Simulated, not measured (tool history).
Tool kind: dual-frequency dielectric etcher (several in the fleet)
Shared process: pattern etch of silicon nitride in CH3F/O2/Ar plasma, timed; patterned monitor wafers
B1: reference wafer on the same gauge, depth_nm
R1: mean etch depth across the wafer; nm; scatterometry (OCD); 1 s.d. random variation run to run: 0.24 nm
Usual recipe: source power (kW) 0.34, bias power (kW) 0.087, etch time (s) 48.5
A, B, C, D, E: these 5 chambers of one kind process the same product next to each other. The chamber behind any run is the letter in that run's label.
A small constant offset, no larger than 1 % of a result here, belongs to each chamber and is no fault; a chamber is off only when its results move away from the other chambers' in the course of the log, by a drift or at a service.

run 1C hour=5.4 | source_power_(kW)=0.34 bias_power_(kW)=0.087 etch_time_(s)=48.5 | B1=36.087 | R1=34.402
run 2A hour=12.9 | source_power_(kW)=0.34 bias_power_(kW)=0.087 etch_time_(s)=48.5 | B1=36.149 | R1=34.352
run 3B hour=18.5 | source_power_(kW)=0.34 bias_power_(kW)=0.087 etch_time_(s)=48.5 | B1=36.11 | R1=34.069
run 4E hour=26.6 | source_power_(kW)=0.34 bias_power_(kW)=0.087 etch_time_(s)=48.5 | B1=36.128 | R1=34.06
run 5D hour=33 | source_power_(kW)=0.34 bias_power_(kW)=0.096 etch_time_(s)=60 | B1=36.14 | R1=44.24
run 6A hour=41.1 | source_power_(kW)=0.34 bias_power_(kW)=0.096 etch_time_(s)=60 | B1=36.058 | R1=44.039
run 7E hour=49.4 | source_power_(kW)=0.34 bias_power_(kW)=0.096 etch_time_(s)=60 | B1=36.124 | R1=43.932
run 8B hour=53.9 | source_power_(kW)=0.34 bias_power_(kW)=0.096 etch_time_(s)=60 | B1=36.133 | R1=43.592
run 9D hour=61.4 | source_power_(kW)=0.34 bias_power_(kW)=0.096 etch_time_(s)=60 | B1=36.085 | R1=44.005
run 10C hour=70 | source_power_(kW)=0.27 bias_power_(kW)=0.087 etch_time_(s)=38 | B1=36.059 | R1=24.792
run 11E hour=76.3 | source_power_(kW)=0.27 bias_power_(kW)=0.087 etch_time_(s)=38 | B1=36.127 | R1=24.193
run 12C hour=84.4 | source_power_(kW)=0.27 bias_power_(kW)=0.087 etch_time_(s)=38 | B1=36.161 | R1=24.378
run 13D hour=89.4 | source_power_(kW)=0.27 bias_power_(kW)=0.087 etch_time_(s)=38 | B1=36.111 | R1=24.799
run 14B hour=97.5 | source_power_(kW)=0.27 bias_power_(kW)=0.087 etch_time_(s)=38 | B1=36.172 | R1=24.581
run 15A hour=102.5 | source_power_(kW)=0.34 bias_power_(kW)=0.087 etch_time_(s)=48.5 | B1=36.078 | R1=34.205
-- hour=107.7 chamber D: wet clean of the chamber
-- hour=108.9 chamber C: wet clean of the chamber
run 16C hour=109.1 | source_power_(kW)=0.34 bias_power_(kW)=0.087 etch_time_(s)=48.5 | B1=36.114 | R1=34.553
-- hour=111.8 chamber A: source power generator calibrated
run 17E hour=114.8 | source_power_(kW)=0.34 bias_power_(kW)=0.087 etch_time_(s)=48.5 | B1=36.123 | R1=33.458
run 18B hour=122.9 | source_power_(kW)=0.34 bias_power_(kW)=0.087 etch_time_(s)=48.5 | B1=36.185 | R1=34.091
run 19A hour=127.3 | source_power_(kW)=0.34 bias_power_(kW)=0.087 etch_time_(s)=48.5 | B1=36.057 | R1=34.471
run 20D hour=132.5 | source_power_(kW)=0.36 bias_power_(kW)=0.087 etch_time_(s)=48.5 | B1=36.068 | R1=35.254
run 21C hour=138.1 | source_power_(kW)=0.36 bias_power_(kW)=0.087 etch_time_(s)=48.5 | B1=36.1 | R1=34.933
run 22B hour=143.7 | source_power_(kW)=0.36 bias_power_(kW)=0.087 etch_time_(s)=48.5 | B1=36.086 | R1=34.763
run 23A hour=152.1 | source_power_(kW)=0.36 bias_power_(kW)=0.087 etch_time_(s)=48.5 | B1=36.091 | R1=35.346
run 24E hour=159 | source_power_(kW)=0.36 bias_power_(kW)=0.087 etch_time_(s)=48.5 | B1=36.076 | R1=33.597
run 25D hour=163.1 | source_power_(kW)=0.27 bias_power_(kW)=0.087 etch_time_(s)=48.5 | B1=36.114 | R1=31.009
run 26D hour=167.5 | source_power_(kW)=0.27 bias_power_(kW)=0.087 etch_time_(s)=48.5 | B1=36.076 | R1=31.483
run 27A hour=176.4 | source_power_(kW)=0.27 bias_power_(kW)=0.087 etch_time_(s)=48.5 | B1=36.077 | R1=31.479
run 28E hour=181.2 | source_power_(kW)=0.27 bias_power_(kW)=0.087 etch_time_(s)=48.5 | B1=36.062 | R1=30.318
run 29B hour=186.6 | source_power_(kW)=0.27 bias_power_(kW)=0.087 etch_time_(s)=48.5 | B1=36.133 | R1=31.341
run 30C hour=193.4 | source_power_(kW)=0.34 bias_power_(kW)=0.087 etch_time_(s)=48.5 | B1=36.074 | R1=34.781
run 31D hour=198.7 | source_power_(kW)=0.34 bias_power_(kW)=0.087 etch_time_(s)=48.5 | B1=36.077 | R1=34.631
run 32A hour=204.3 | source_power_(kW)=0.34 bias_power_(kW)=0.087 etch_time_(s)=48.5 | B1=36.017 | R1=34.183
run 33E hour=210.2 | source_power_(kW)=0.34 bias_power_(kW)=0.087 etch_time_(s)=48.5 | B1=36.121 | R1=32.747
run 34C hour=215.5 | source_power_(kW)=0.34 bias_power_(kW)=0.087 etch_time_(s)=48.5 | B1=36.075 | R1=34.131
run 35B hour=223.6 | source_power_(kW)=0.34 bias_power_(kW)=0.087 etch_time_(s)=48.5 | B1=36.051 | R1=33.884
run 36A hour=231.5 | source_power_(kW)=0.34 bias_power_(kW)=0.087 etch_time_(s)=48.5 | B1=36.087 | R1=34.406
run 37C hour=238.8 | source_power_(kW)=0.34 bias_power_(kW)=0.087 etch_time_(s)=48.5 | B1=36.099 | R1=34.39
run 38B hour=246 | source_power_(kW)=0.34 bias_power_(kW)=0.087 etch_time_(s)=48.5 | B1=36.169 | R1=34.253
run 39E hour=253 | source_power_(kW)=0.34 bias_power_(kW)=0.087 etch_time_(s)=48.5 | B1=36.142 | R1=32.47
run 40D hour=258.6 | source_power_(kW)=0.34 bias_power_(kW)=0.079 etch_time_(s)=48.5 | B1=36.097 | R1=33.221
run 41E hour=265.9 | source_power_(kW)=0.34 bias_power_(kW)=0.079 etch_time_(s)=48.5 | B1=36.118 | R1=31

Each of the 5 chambers runs these same settings next. Fill in every chamber's results:
run 42A hour=272.3 | source_power_(kW)=0.34 bias_power_(kW)=0.087 etch_time_(s)=54 | R1=?
run 42B hour=272.3 | source_power_(kW)=0.34 bias_power_(kW)=0.087 etch_time_(s)=54 | R1=?
run 42C hour=272.3 | source_power_(kW)=0.34 bias_power_(kW)=0.087 etch_time_(s)=54 | R1=?
run 42D hour=272.3 | source_power_(kW)=0.34 bias_power_(kW)=0.087 etch_time_(s)=54 | R1=?
run 42E hour=272.3 | source_power_(kW)=0.34 bias_power_(kW)=0.087 etch_time_(s)=54 | R1=?

run=42A R1=37.748
run=42B R1=38.078
run=42C R1=38.789
run=42D R1=37.99
run=42E R1=35.874
